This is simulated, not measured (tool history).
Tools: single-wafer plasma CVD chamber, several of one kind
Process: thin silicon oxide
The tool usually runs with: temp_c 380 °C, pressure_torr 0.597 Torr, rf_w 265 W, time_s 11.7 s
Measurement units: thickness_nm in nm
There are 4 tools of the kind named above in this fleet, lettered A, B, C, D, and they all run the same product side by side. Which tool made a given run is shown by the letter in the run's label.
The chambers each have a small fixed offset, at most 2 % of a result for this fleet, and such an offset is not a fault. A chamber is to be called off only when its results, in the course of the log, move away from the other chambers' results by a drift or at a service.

run,hour,temp_c,pressure_torr,rf_w,time_s,hours since the last thermocouple change,hours since the last RF generator calibration,hours since the last manometer calibration,"read-back reference wafer on the same gauge, thickness_nm",thickness_nm
1B,11.8,380,0.597,265,11.7,314.2,1084.7,1224.8,16.207,15.295
2D,19.3,380,0.597,265,11.7,1549.5,1152.7,1476.6,16.208,15.226
3A,25.1,380,0.597,265,11.7,1355.1,1470.3,2072.8,16.209,15.016
4C,33.7,380,0.597,265,11.7,1799.4,1055.0,1121.3,16.211,15.148
5C,39.6,380,0.597,265,11.7,1805.3,1060.9,1127.2,16.221,15.152
6D,47.3,380,0.597,265,11.7,1577.5,1180.7,1504.6,16.220,15.259
7B,55.3,380,0.597,265,11.7,357.7,1128.2,1268.3,16.223,15.308
# hour 59.0: chamber A: thermocouple changed; heater temperature recalibrated
8A,63.8,391,0.536,265,11.7,4.9,1509.0,2111.5,16.229,13.226
9C,69.8,391,0.536,265,11.7,1835.5,1091.1,1157.4,16.228,13.290
10A,80.9,391,0.536,265,11.7,22.0,1526.1,2128.6,16.231,13.235
11B,87.5,391,0.536,265,11.7,389.9,1160.4,1300.5,16.237,13.457
12D,97.2,380,0.597,265,11.7,1627.4,1230.6,1554.5,16.245,15.251
13D,107.1,380,0.597,265,11.7,1637.3,1240.5,1564.4,16.246,15.291
14C,116.2,380,0.597,265,11.7,1881.9,1137.5,1203.8,16.254,15.179
# hour 124.9: chamber A: capacitance manometer re-zeroed and calibrated
15B,126.9,380,0.597,265,11.7,429.3,1199.8,1339.9,16.253,15.370
16A,137.0,380,0.597,265,11.7,78.1,1582.2,12.1,16.264,15.021
17B,145.7,380,0.597,265,11.7,448.1,1218.6,1358.7,16.259,15.349
18D,153.7,380,0.551,265,13.9,1683.9,1287.1,1611.0,16.266,16.580
19C,162.4,380,0.551,265,13.9,1928.1,1183.7,1250.0,16.278,16.523
20A,171.4,380,0.551,265,13.9,112.5,1616.6,46.5,16.275,16.362
21A,180.7,380,0.551,265,13.9,121.8,1625.9,55.8,16.283,16.328
22B,187.6,380,0.597,265,11.7,490.0,1260.5,1400.6,16.282,15.391
23C,196.0,380,0.597,265,11.7,1961.7,1217.3,1283.6,16.287,15.211
24D,203.5,380,0.597,265,11.7,1733.7,1336.9,1660.8,16.294,15.291
25C,214.2,380,0.720,265,11.7,1979.9,1235.5,1301.8,16.296,18.665

Read the log: is a single chamber off, either drifting away or since a service, is the gauge that measures every chamber drifting, or is nothing wrong beyond small per-chamber offsets? Name any odd chamber and what most likely caused it.

Gauge drift. The chambers move together only on paper, and none stands off.
Likeliest cause: gauge reads high (%) = 0.604.
